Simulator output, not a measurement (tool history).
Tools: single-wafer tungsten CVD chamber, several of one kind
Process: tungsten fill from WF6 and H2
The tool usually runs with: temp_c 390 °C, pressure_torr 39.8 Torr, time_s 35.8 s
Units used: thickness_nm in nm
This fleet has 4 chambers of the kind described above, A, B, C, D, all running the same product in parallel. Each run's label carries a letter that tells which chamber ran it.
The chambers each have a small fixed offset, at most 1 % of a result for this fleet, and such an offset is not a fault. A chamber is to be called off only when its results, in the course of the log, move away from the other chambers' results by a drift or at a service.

run	day	temp_c	pressure_torr	time_s	hours since the last thermocouple change	hours since the last manometer calibration	read-back reference wafer on the same gauge, thickness_nm	thickness_nm
1A	0.167	390	39.8	35.8	143	1154.1	82.686	98.295
2C	0.475	390	39.8	35.8	1048.3	1509.9	82.74	98.536
3D	0.762	390	39.8	35.8	282.6	928.1	82.651	98.054
4B	0.912	390	39.8	35.8	1404.1	165.6	82.719	100.08
5A	1.129	390	39.8	35.8	166.1	1177.2	82.669	98.198
6C	1.3	390	39.8	35.8	1068.1	1529.7	82.756	98.925
7B	1.446	390	39.8	35.8	1416.9	178.4	82.833	99.04
8D	1.688	390	39.8	35.8	304.8	950.3	82.78	98.42
9A	1.967	390	39.8	35.8	186.2	1197.3	82.546	99.674
10D	2.246	390	39.8	40.6	318.2	963.7	82.7	111.68
11B	2.55	390	39.8	40.6	1443.4	204.9	82.707	112.57
12C	2.808	390	39.8	40.6	1104.3	1565.9	82.784	111.32
13A	2.992	390	39.8	40.6	210.8	1221.9	82.717	112.37
14D	3.162	390	39.8	35.8	340.2	985.7	82.741	98.909
15C	3.446	390	39.8	35.8	1119.6	1581.2	82.72	97.921
16B	3.738	390	39.8	39	1471.9	233.4	82.604	108.17
17D	4.029	390	39.8	39	361	1006.5	82.595	107.43
18A	4.192	390	39.8	39	239.6	1250.7	82.715	107.59
# day 4.408: chamber C: thermocouple changed; heater temperature recalibrated
19B	4.408	390	39.8	39	1488	249.5	82.735	107.98
20C	4.608	390	39.8	35.8	4.8	1609.1	82.713	97.086
21B	4.879	390	39.8	35.8	1499.3	260.8	82.633	99.259
22A	5.162	398	39.8	35.8	262.9	1274	82.66	115.11
23C	5.446	398	39.8	35.8	24.9	1629.2	82.642	113.86
24D	5.679	398	39.8	35.8	400.6	1046.1	82.646	114.2
25A	5.862	398	39.8	35.8	279.7	1290.8	82.808	115.16
26C	6.142	390	39.8	35.8	41.6	1645.9	82.735	98.16
27B	6.333	390	39.8	35.8	1534.2	295.7	82.696	99.362
28D	6.571	390	39.8	35.8	422	1067.5	82.658	98.07
29B	6.838	390	39.8	35.8	1546.3	307.8	82.645	99.809
30C	7.088	390	39.8	35.8	64.3	1668.6	82.527	98.351
31D	7.304	390	39.8	35.8	439.6	1085.1	82.726	97.91
32A	7.462	390	39.8	35.8	318.1	1329.2	82.671	98.728
33B	7.725	390	39.8	35.8	1567.6	329.1	82.773	99.851
34C	7.958	390	39.8	41.3	85.2	1689.5	82.761	113.44
35D	8.208	390	39.8	41.3	461.3	1106.8	82.746	113.79
36A	8.429	390	39.8	41.3	341.3	1352.4	82.688	114.14
37B	8.667	390	39.8	41.3	1590.2	351.7	82.764	114.11
38A	8.942	390	39.8	35.8	353.6	1364.7	82.74	98.757

All 4 chambers run these settings next. Forecast each chamber's results:
39A	9.162	390	39.8	35.8				?
39B	9.162	390	39.8	35.8				?
39C	9.162	390	39.8	35.8				?
39D	9.162	390	39.8	35.8				?

run	thickness_nm
39A	98.798
39B	99.446
39C	98.068
39D	96.89
